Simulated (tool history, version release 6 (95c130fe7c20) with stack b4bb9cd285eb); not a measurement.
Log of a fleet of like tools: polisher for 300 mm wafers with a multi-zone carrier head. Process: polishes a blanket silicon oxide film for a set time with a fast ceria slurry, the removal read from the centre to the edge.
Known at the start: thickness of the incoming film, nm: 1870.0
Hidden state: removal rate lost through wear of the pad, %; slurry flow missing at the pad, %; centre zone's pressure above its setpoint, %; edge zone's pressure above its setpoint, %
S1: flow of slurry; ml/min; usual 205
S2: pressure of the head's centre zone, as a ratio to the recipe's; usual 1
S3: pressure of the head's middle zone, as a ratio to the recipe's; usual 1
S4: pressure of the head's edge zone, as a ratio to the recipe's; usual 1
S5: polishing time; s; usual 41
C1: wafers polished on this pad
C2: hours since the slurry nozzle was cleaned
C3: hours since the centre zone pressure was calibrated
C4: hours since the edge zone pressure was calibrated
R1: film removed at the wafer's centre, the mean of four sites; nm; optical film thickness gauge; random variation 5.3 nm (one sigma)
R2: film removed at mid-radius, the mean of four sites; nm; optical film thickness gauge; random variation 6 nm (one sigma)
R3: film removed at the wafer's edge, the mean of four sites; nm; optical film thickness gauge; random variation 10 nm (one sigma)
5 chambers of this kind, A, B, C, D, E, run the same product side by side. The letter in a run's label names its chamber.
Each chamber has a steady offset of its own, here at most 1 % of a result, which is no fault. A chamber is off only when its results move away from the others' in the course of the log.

{"hour": 3.2, "done": "chamber C: edge zone pressure recalibrated"}
{"hour": 9.8, "done": "chamber A: slurry nozzle cleaned"}
{"run": "1C", "hour": 11.1, "S1": 205, "S2": 1, "S3": 1, "S4": 1, "S5": 41, "C1": 957, "C2": 148.3, "C3": 1050.7, "C4": 8, "R1": 716.55, "R2": 726.43, "R3": 703.11}
{"hour": 12.9, "done": "chamber B: worn pad replaced by a new one"}
{"run": "2A", "hour": 21.1, "S1": 205, "S2": 1, "S3": 1, "S4": 1, "S5": 41, "C1": 723, "C2": 11.3, "C3": 373.4, "C4": 254.6, "R1": 722.97, "R2": 727.82, "R3": 730.63}
{"hour": 28.0, "done": "chamber E: worn pad replaced by a new one"}
{"run": "3D", "hour": 28.9, "S1": 205, "S2": 1, "S3": 1, "S4": 1, "S5": 41, "C1": 864, "C2": 161.7, "C3": 237, "C4": 462.9, "R1": 729.67, "R2": 721.03, "R3": 713.92}
{"hour": 39.9, "done": "chamber C: worn pad replaced by a new one"}
{"run": "4B", "hour": 43.4, "S1": 205, "S2": 1, "S3": 1, "S4": 1, "S5": 41, "C1": 381, "C2": 93.1, "C3": 317.9, "C4": 984.5, "R1": 716.29, "R2": 718.87, "R3": 719.7}
{"hour": 46.8, "done": "chamber D: worn pad replaced by a new one"}
{"run": "5E", "hour": 52.7, "S1": 205, "S2": 1, "S3": 1, "S4": 1, "S5": 41, "C1": 308, "C2": 81.1, "C3": 160.8, "C4": 523.4, "R1": 712.05, "R2": 726.34, "R3": 729.78}
{"hour": 59.3, "done": "chamber B: centre zone pressure recalibrated"}
{"run": "6C", "hour": 66.7, "S1": 205, "S2": 1, "S3": 1, "S4": 1, "S5": 41, "C1": 334, "C2": 203.9, "C3": 1106.3, "C4": 63.6, "R1": 719.38, "R2": 714.59, "R3": 731.23}
{"run": "7E", "hour": 73.7, "S1": 205, "S2": 1, "S3": 1, "S4": 1, "S5": 41, "C1": 570, "C2": 102.1, "C3": 181.8, "C4": 544.4, "R1": 716.52, "R2": 726.4, "R3": 718.22}
{"run": "8B", "hour": 87.6, "S1": 205, "S2": 1, "S3": 1, "S4": 1, "S5": 41, "C1": 933, "C2": 137.3, "C3": 28.4, "C4": 1028.7, "R1": 726.59, "R2": 731.07, "R3": 710.5}
{"hour": 88.1, "done": "chamber A: worn pad replaced by a new one"}
{"run": "9A", "hour": 98.3, "S1": 205, "S2": 1, "S3": 1, "S4": 1, "S5": 41, "C1": 128, "C2": 88.5, "C3": 450.6, "C4": 331.8, "R1": 725.39, "R2": 723.72, "R3": 723.43}
{"hour": 104.5, "done": "chamber E: worn pad replaced by a new one"}
{"hour": 105.4, "done": "chamber B: worn pad replaced by a new one"}
{"run": "10D", "hour": 110.6, "S1": 205, "S2": 1, "S3": 1, "S4": 1, "S5": 41, "C1": 797, "C2": 243.4, "C3": 318.7, "C4": 544.6, "R1": 727.32, "R2": 712.39, "R3": 733.11}
{"hour": 112.9, "done": "chamber C: slurry nozzle cleaned"}
{"run": "11B", "hour": 120.7, "S1": 205, "S2": 1, "S3": 1, "S4": 1, "S5": 41, "C1": 191, "C2": 170.4, "C3": 61.5, "C4": 1061.8, "R1": 723.53, "R2": 716.55, "R3": 715.99}
{"hour": 123.3, "done": "chamber C: centre zone pressure recalibrated"}
{"hour": 126.3, "done": "chamber C: worn pad replaced by a new one"}
{"run": "12E", "hour": 133.7, "S1": 205, "S2": 1, "S3": 1, "S4": 1, "S5": 41, "C1": 365, "C2": 162.1, "C3": 241.8, "C4": 604.4, "R1": 727.69, "R2": 723.21, "R3": 718.21}
{"run": "13A", "hour": 147.8, "S1": 205, "S2": 0.95, "S3": 1, "S4": 0.93, "S5": 41, "C1": 746, "C2": 138, "C3": 500.1, "C4": 381.3, "R1": 684.62, "R2": 726.8, "R3": 712.37}
{"hour": 155.8, "done": "chamber D: worn pad replaced by a new one"}
{"run": "14D", "hour": 158.8, "S1": 205, "S2": 0.95, "S3": 1, "S4": 0.93, "S5": 41, "C1": 38, "C2": 291.6, "C3": 366.9, "C4": 592.8, "R1": 689.84, "R2": 720.31, "R3": 705.85}
{"run": "15C", "hour": 167.3, "S1": 205, "S2": 0.95, "S3": 1, "S4": 0.93, "S5": 41, "C1": 512, "C2": 54.5, "C3": 44.1, "C4": 164.2, "R1": 680.98, "R2": 716.02, "R3": 696.86}
{"hour": 170.5, "done": "chamber E: worn pad replaced by a new one"}
{"run": "16C", "hour": 180.9, "S1": 205, "S2": 0.95, "S3": 1, "S4": 0.93, "S5": 41, "C1": 682, "C2": 68.1, "C3": 57.7, "C4": 177.8, "R1": 680.41, "R2": 716.55, "R3": 706.09}
{"hour": 186.9, "done": "chamber B: worn pad replaced by a new one"}
{"hour": 187.5, "done": "chamber E: slurry nozzle cleaned"}
{"run": "17E", "hour": 195.5, "S1": 205, "S2": 0.95, "S3": 1, "S4": 0.93, "S5": 41, "C1": 312, "C2": 8, "C3": 303.6, "C4": 666.2, "R1": 685.03, "R2": 710.58, "R3": 700}
{"hour": 196.0, "done": "chamber A: worn pad replaced by a new one"}
{"hour": 197.5, "done": "chamber A: edge zone pressure recalibrated"}
{"run": "18D", "hour": 204.6, "S1": 205, "S2": 1, "S3": 1, "S4": 1, "S5": 41, "C1": 610, "C2": 337.4, "C3": 412.7, "C4": 638.6, "R1": 720.5, "R2": 723.98, "R3": 730.4}
{"run": "19B", "hour": 217.1, "S1": 205, "S2": 1, "S3": 1, "S4": 1, "S5": 41, "C1": 378, "C2": 266.8, "C3": 157.9, "C4": 1158.2, "R1": 728.69, "R2": 709.5, "R3": 740.19}
{"hour": 221.9, "done": "chamber C: worn pad replaced by a new one"}
{"run": "20A", "hour": 226.4, "S1": 205, "S2": 1, "S3": 1, "S4": 1, "S5": 53, "C1": 380, "C2": 216.6, "C3": 578.7, "C4": 29, "R1": 924.19, "R2": 950.24, "R3": 913.73}
{"hour": 237.3, "done": "chamber E: worn pad replaced by a new one"}
{"run": "21E", "hour": 242.6, "S1": 205, "S2": 1, "S3": 1, "S4": 1, "S5": 53, "C1": 66, "C2": 55.1, "C3": 350.7, "C4": 713.3, "R1": 938.19, "R2": 935.09, "R3": 941.02}
{"hour": 252.9, "done": "chamber D: worn pad replaced by a new one"}
{"run": "22D", "hour": 253.2, "S1": 205, "S2": 1, "S3": 1, "S4": 1, "S5": 53, "C1": 4, "C2": 386, "C3": 461.3, "C4": 687.2, "R1": 950.75, "R2": 935.27, "R3": 949.41}
{"run": "23B", "hour": 260.8, "S1": 205, "S2": 1, "S3": 1, "S4": 1, "S5": 53, "C1": 923, "C2": 310.5, "C3": 201.6, "C4": 1201.9, "R1": 943.51, "R2": 926.74, "R3": 944.68}
{"run": "24C", "hour": 271.6, "S1": 205, "S2": 1, "S3": 1, "S4": 1, "S5": 53, "C1": 621, "C2": 158.8, "C3": 148.4, "C4": 268.5, "R1": 942.25, "R2": 930.69, "R3": 935.12}
{"run": "25A", "hour": 282.1, "S1": 205, "S2": 1, "S3": 1, "S4": 1, "S5": 41, "C1": 1075, "C2": 272.3, "C3": 634.4, "C4": 84.7, "R1": 721.75, "R2": 727.72, "R3": 715.58}
{"hour": 289.5, "done": "chamber B: worn pad replaced by a new one"}
{"run": "26A", "hour": 290.1, "S1": 205, "S2": 1, "S3": 1, "S4": 1, "S5": 41, "C1": 1175, "C2": 280.3, "C3": 642.4, "C4": 92.7, "R1": 722.34, "R2": 723.64, "R3": 724.72}
{"run": "27B", "hour": 301.1, "S1": 205, "S2": 1, "S3": 1, "S4": 1, "S5": 41, "C1": 145, "C2": 350.8, "C3": 241.9, "C4": 1242.2, "R1": 725.29, "R2": 723.44, "R3": 728.83}
{"hour": 306.2, "done": "chamber E: worn pad replaced by a new one"}
{"hour": 308.9, "done": "chamber E: centre zone pressure recalibrated"}
{"run": "28D", "hour": 310.0, "S1": 205, "S2": 1, "S3": 1.04, "S4": 1, "S5": 41, "C1": 713, "C2": 442.8, "C3": 518.1, "C4": 744, "R1": 729.66, "R2": 753.43, "R3": 727.12}
{"hour": 319.5, "done": "chamber C: worn pad replaced by a new one"}
{"run": "29E", "hour": 319.9, "S1": 205, "S2": 1, "S3": 1.04, "S4": 1, "S5": 41, "C1": 172, "C2": 132.4, "C3": 11.1, "C4": 790.6, "R1": 718.1, "R2": 747.88, "R3": 718.09}
{"run": "30C", "hour": 330.0, "S1": 205, "S2": 1, "S3": 1.04, "S4": 1, "S5": 41, "C1": 131, "C2": 217.2, "C3": 206.8, "C4": 326.9, "R1": 718.13, "R2": 751.88, "R3": 722.27}
{"hour": 335.1, "done": "chamber C: slurry nozzle cleaned"}
{"run": "31B", "hour": 339.6, "S1": 205, "S2": 1, "S3": 1.04, "S4": 1, "S5": 41, "C1": 626, "C2": 389.3, "C3": 280.4, "C4": 1280.7, "R1": 724.42, "R2": 743.42, "R3": 722.82}
{"run": "32D", "hour": 347.3, "S1": 205, "S2": 1, "S3": 1.04, "S4": 1, "S5": 41, "C1": 1179, "C2": 480.1, "C3": 555.4, "C4": 781.3, "R1": 717, "R2": 750.14, "R3": 718.05}
{"run": "33C", "hour": 361.0, "S1": 205, "S2": 1, "S3": 1, "S4": 1, "S5": 41, "C1": 518, "C2": 26, "C3": 237.8, "C4": 357.9, "R1": 724.75, "R2": 727.24, "R3": 726.85}

What goes on in this fleet: one chamber off, a drifting gauge, or nothing beyond the chambers' own small offsets? Name the chamber and the cause, if any.

No chamber stands off beyond its own small offset, and the gauge holds steady.
